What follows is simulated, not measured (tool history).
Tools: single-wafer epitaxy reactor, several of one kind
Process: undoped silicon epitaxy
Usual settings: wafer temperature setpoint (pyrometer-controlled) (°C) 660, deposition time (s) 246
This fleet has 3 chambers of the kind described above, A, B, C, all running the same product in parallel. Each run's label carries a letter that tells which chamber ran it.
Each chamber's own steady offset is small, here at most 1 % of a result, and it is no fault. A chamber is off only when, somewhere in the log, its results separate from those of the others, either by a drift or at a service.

| run | day | wafer temperature setpoint (pyrometer-controlled) (°C) | deposition time (s) | read-back reference wafer on the same gauge, thickness_nm | mean film thickness on the monitor wafer (nm) |
|---|---|---|---|---|---|
| 1C | 0.617 | 660 | 246 | 57.675 | 51.723 |
| 2B | 0.975 | 660 | 246 | 57.684 | 51.476 |
| 3A | 1.454 | 660 | 246 | 57.682 | 50.750 |
| 4A | 1.929 | 660 | 246 | 57.675 | 50.767 |
| 5B | 2.321 | 660 | 246 | 57.646 | 51.552 |
|  | 2.442 | chamber A: pyrometer calibrated |
| 6C | 2.667 | 660 | 246 | 57.690 | 51.686 |
| 7B | 3.142 | 660 | 246 | 57.676 | 51.473 |
| 8C | 3.488 | 660 | 246 | 57.644 | 51.566 |
| 9A | 3.904 | 660 | 246 | 57.651 | 50.748 |
| 10B | 4.571 | 660 | 246 | 57.626 | 51.622 |
| 11C | 5.217 | 651 | 246 | 57.615 | 42.568 |
| 12A | 5.688 | 651 | 246 | 57.616 | 41.734 |
| 13C | 5.975 | 651 | 246 | 57.598 | 42.587 |
| 14B | 6.325 | 660 | 221 | 57.601 | 46.194 |
| 15A | 6.842 | 660 | 221 | 57.600 | 45.619 |
| 16A | 7.292 | 660 | 221 | 57.596 | 45.500 |
| 17B | 7.938 | 660 | 246 | 57.598 | 51.482 |
| 18C | 8.271 | 660 | 246 | 57.563 | 51.580 |
| 19C | 8.788 | 660 | 246 | 57.571 | 51.594 |
| 20B | 9.262 | 660 | 246 | 57.561 | 51.490 |
| 21A | 9.704 | 646 | 284 | 57.550 | 43.016 |
| 22A | 10.050 | 646 | 284 | 57.557 | 43.121 |
| 23C | 10.575 | 646 | 284 | 57.534 | 44.220 |
| 24B | 11.004 | 660 | 246 | 57.531 | 51.345 |
| 25C | 11.625 | 660 | 246 | 57.528 | 51.590 |
| 26B | 12.225 | 660 | 246 | 57.538 | 51.436 |
| 27A | 12.717 | 660 | 246 | 57.505 | 50.668 |
| 28C | 13.092 | 660 | 246 | 57.512 | 51.467 |
| 29B | 13.446 | 660 | 246 | 57.498 | 51.394 |
| 30A | 13.929 | 660 | 246 | 57.501 | 50.610 |
| 31B | 14.317 | 660 | 246 | 57.483 | 51.397 |
| 32A | 14.946 | 673 | 261 | 57.484 | 70.862 |
| 33C | 15.604 | 673 | 261 | 57.481 | 71.368 |
| 34C | 16.038 | 673 | 261 | 57.486 | 71.486 |
| 35A | 16.358 | 660 | 246 | 57.455 | 50.620 |
| 36B | 16.783 | 648 | 212 | 57.458 | 34.144 |
| 37A | 17.075 | 648 | 212 | 57.448 | 33.481 |
| 38B | 17.483 | 648 | 212 | 57.455 | 34.218 |
| 39C | 17.908 | 660 | 246 | 57.436 | 51.363 |
| 40A | 18.492 | 660 | 246 | 57.439 | 50.589 |

The same settings go to every chamber for the next run, one line per chamber below. Forecast the results for each:
| 41A | 18.967 | 660 | 246 |  | ? |
| 41B | 18.967 | 660 | 246 |  | ? |
| 41C | 18.967 | 660 | 246 |  | ? |

| run | mean film thickness on the monitor wafer (nm) |
|---|---|
| 41A | 50.589 |
| 41B | 51.317 |
| 41C | 51.433 |
